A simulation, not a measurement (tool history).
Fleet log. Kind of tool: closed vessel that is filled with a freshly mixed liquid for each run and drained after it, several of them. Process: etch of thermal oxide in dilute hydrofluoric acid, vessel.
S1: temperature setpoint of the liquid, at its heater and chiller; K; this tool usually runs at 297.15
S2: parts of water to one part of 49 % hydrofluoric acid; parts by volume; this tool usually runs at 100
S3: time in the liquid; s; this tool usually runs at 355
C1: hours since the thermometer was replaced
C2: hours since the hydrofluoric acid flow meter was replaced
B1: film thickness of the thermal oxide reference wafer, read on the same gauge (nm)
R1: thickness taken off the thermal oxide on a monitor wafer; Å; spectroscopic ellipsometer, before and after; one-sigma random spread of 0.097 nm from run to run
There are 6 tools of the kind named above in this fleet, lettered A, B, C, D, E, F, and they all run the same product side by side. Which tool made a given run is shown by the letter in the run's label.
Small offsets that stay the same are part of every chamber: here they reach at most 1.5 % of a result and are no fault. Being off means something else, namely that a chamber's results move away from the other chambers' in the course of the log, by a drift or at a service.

| run | hour | S1 | S2 | S3 | C1 | C2 | B1 | R1 |
|---|---|---|---|---|---|---|---|---|
| 1B | 9.8 | 297.15 | 100 | 355 | 372.7 | 284.1 | 90.010 | 170.28 |
| 2F | 20.0 | 297.15 | 100 | 355 | 139.1 | 106.7 | 90.012 | 167.76 |
| 3A | 27.4 | 297.15 | 100 | 355 | 416.7 | 91.7 | 90.019 | 166.40 |
| 4E | 34.4 | 297.15 | 100 | 355 | 932.9 | 1212.2 | 89.996 | 169.73 |
| 5C | 40.1 | 301.15 | 100 | 230 | 1583.8 | 791.8 | 89.997 | 129.10 |
| 6D | 49.4 | 301.15 | 100 | 230 | 741.8 | 180.7 | 90.019 | 130.28 |
| 7E | 58.6 | 301.15 | 100 | 230 | 957.1 | 1236.4 | 90.011 | 128.04 |
| 8F | 64.2 | 301.15 | 100 | 230 | 183.3 | 150.9 | 89.997 | 128.03 |
| 9B | 70.7 | 301.15 | 100 | 230 | 433.6 | 345.0 | 90.010 | 127.80 |
| 10D | 76.1 | 301.15 | 100 | 230 | 768.5 | 207.4 | 90.006 | 130.08 |
| 11A | 80.9 | 297.15 | 100 | 355 | 470.2 | 145.2 | 89.993 | 167.30 |
| 12C | 87.8 | 297.15 | 100 | 355 | 1631.5 | 839.5 | 89.967 | 167.77 |
| 13F | 95.3 | 297.15 | 100 | 355 | 214.4 | 182.0 | 90.001 | 168.82 |
| 14A | 104.9 | 298.65 | 100 | 555 | 494.2 | 169.2 | 89.992 | 276.57 |
| 15E | 112.0 | 298.65 | 100 | 555 | 1010.5 | 1289.8 | 90.003 | 279.60 |
| 16C | 120.1 | 298.65 | 100 | 555 | 1663.8 | 871.8 | 89.996 | 280.10 |
| 17D | 126.9 | 298.65 | 100 | 555 | 819.3 | 258.2 | 89.992 | 281.51 |
| 18B | 133.4 | 298.65 | 100 | 555 | 496.3 | 407.7 | 89.988 | 284.26 |
| 19E | 140.3 | 298.65 | 100 | 555 | 1038.8 | 1318.1 | 89.995 | 282.16 |
| 20A | 145.2 | 297.15 | 100 | 355 | 534.5 | 209.5 | 90.002 | 163.34 |
| 21F | 154.2 | 297.15 | 100 | 355 | 273.3 | 240.9 | 90.010 | 167.75 |
| 22B | 163.9 | 297.15 | 100 | 355 | 526.8 | 438.2 | 89.994 | 171.30 |
| 23D | 170.2 | 297.15 | 85 | 355 | 862.6 | 301.5 | 89.990 | 205.68 |
| 24C | 177.0 | 297.15 | 85 | 355 | 1720.7 | 928.7 | 89.990 | 203.13 |
| 25A | 182.9 | 297.15 | 85 | 355 | 572.2 | 247.2 | 89.984 | 198.36 |
| 26E | 189.6 | 297.15 | 85 | 355 | 1088.1 | 1367.4 | 89.987 | 202.31 |
| 27B | 198.6 | 297.15 | 85 | 355 | 561.5 | 472.9 | 90.009 | 203.66 |
| 28C | 204.7 | 297.15 | 85 | 355 | 1748.4 | 956.4 | 90.015 | 201.80 |
| 29D | 210.0 | 297.15 | 100 | 355 | 902.4 | 341.3 | 90.007 | 169.29 |
| 30F | 215.1 | 297.15 | 65 | 355 | 334.2 | 301.8 | 89.979 | 268.34 |
| 31F | 220.4 | 297.15 | 65 | 355 | 339.5 | 307.1 | 90.002 | 269.79 |
| 32D | 229.2 | 297.15 | 65 | 355 | 921.6 | 360.5 | 89.976 | 275.98 |
| 33A | 236.7 | 297.15 | 65 | 355 | 626.0 | 301.0 | 89.992 | 262.14 |
| 34B | 241.4 | 297.15 | 65 | 355 | 604.3 | 515.7 | 89.992 | 270.35 |
| 35E | 249.9 | 297.15 | 65 | 355 | 1148.4 | 1427.7 | 89.995 | 276.47 |
| 36C | 255.9 | 297.15 | 100 | 355 | 1799.6 | 1007.6 | 90.001 | 168.62 |
| 37A | 261.7 | 297.15 | 100 | 355 | 651.0 | 326.0 | 89.966 | 161.53 |
| 38B | 269.3 | 297.15 | 100 | 355 | 632.2 | 543.6 | 89.993 | 169.72 |
| 39C | 274.0 | 297.15 | 100 | 355 | 1817.7 | 1025.7 | 90.006 | 167.22 |
| 40D | 282.0 | 297.15 | 100 | 355 | 974.4 | 413.3 | 90.025 | 170.06 |
| 41E | 291.1 | 297.15 | 100 | 355 | 1189.6 | 1468.9 | 89.976 | 170.77 |
| 42F | 297.1 | 297.15 | 100 | 355 | 416.2 | 383.8 | 90.007 | 167.77 |
| 43C | 302.9 | 297.15 | 100 | 355 | 1846.6 | 1054.6 | 90.014 | 168.70 |
| 44B | 310.9 | 297.15 | 100 | 355 | 673.8 | 585.2 | 90.013 | 170.57 |

Read the log: is a single chamber off, either drifting away or since a service, is the gauge that measures every chamber drifting, or is nothing wrong beyond small per-chamber offsets? Name any odd chamber and what most likely caused it.

It is chamber A that slowly wanders off from its peers.
Cause: hydrofluoric acid flow below the setpoint (%) = 2.89.
The log may not tell that from: liquid colder than its thermometer reads (K).

Below are 4 candidate recipes for chamber A's next run, each the usual settings with a change, their results shown as question marks. Which of them brings A's results back in line with what the other chambers give on the usual settings?
In-line tolerance around the mean of the other chambers on the usual settings: R1 3.40 Å
| 45A-1 | 318.5 | 297.15 | 100 | 385 |  |  |  | ? |
| 45A-2 | 318.5 | 297.15 | 100 | 340 |  |  |  | ? |
| 45A-3 | 318.5 | 297.15 | 100 | 370 |  |  |  | ? |
| 45A-4 | 318.5 | 295.15 | 100 | 355 |  |  |  | ? |

Usual-settings mean across the other chambers: R1 169.31 Å
| run | R1 |
|---|---|
| 45A-1 | 176.36 |
| 45A-2 | 155.75 |
| 45A-3 | 169.49 |
| 45A-4 | 150.15 |
45A-3 brings the chamber back in line.
